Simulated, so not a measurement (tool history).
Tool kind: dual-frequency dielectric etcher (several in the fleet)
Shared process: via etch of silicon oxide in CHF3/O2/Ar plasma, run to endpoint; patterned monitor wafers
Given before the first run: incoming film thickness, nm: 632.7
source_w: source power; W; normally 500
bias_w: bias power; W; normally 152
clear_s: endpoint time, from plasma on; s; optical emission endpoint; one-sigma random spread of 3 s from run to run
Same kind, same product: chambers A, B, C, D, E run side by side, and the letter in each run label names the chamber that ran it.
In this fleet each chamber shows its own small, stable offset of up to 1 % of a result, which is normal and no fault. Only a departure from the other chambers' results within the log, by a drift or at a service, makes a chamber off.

run	day	source_w	bias_w	clear_s
1A	0.317	500	152	361.36
2D	0.542	500	152	363.44
3B	0.783	500	152	364.61
# day 1.004: chamber E: wet clean of the chamber
4C	1.012	500	152	357.73
# day 1.079: chamber C: wet clean of the chamber
5E	1.325	500	152	365.47
6A	1.7	600	175	322.62
7D	1.971	600	175	320.65
8C	2.308	600	175	322.94
# day 2.629: chamber D: wet clean of the chamber
9B	2.638	600	175	325.81
10E	2.829	600	175	324.13
11A	3.121	500	152	360.56
12E	3.317	500	152	368.66
13B	3.65	500	152	368.75
14C	3.929	500	152	354.91
15D	4.304	500	152	367.87
16C	4.508	500	152	360.82
17E	4.854	500	152	365.95
18A	5.204	500	152	365.48
19B	5.383	500	152	366.91
20D	5.617	500	152	360.4
21B	5.996	500	152	365.68
22D	6.221	390	121	439.89
23C	6.521	390	121	428.71
24A	6.783	390	121	433.71
# day 6.9: chamber A: wet clean of the chamber
# day 7: chamber B: wet clean of the chamber
25E	7.179	390	121	433.39
26B	7.579	390	121	429.32
27E	7.962	500	152	367.16
28A	8.262	500	152	361.13
29D	8.508	500	152	361.67
# day 8.579: chamber A: bias power generator calibrated
30C	8.758	420	121	418.96
31A	9.008	420	121	414.86
32D	9.371	420	121	417.92

Read the log: is a single chamber off, either drifting away or since a service, is the gauge that measures every chamber drifting, or is nothing wrong beyond small per-chamber offsets? Name any odd chamber and what most likely caused it.

Neither any chamber nor the gauge drifts; the chambers differ only by their own small, steady offsets.
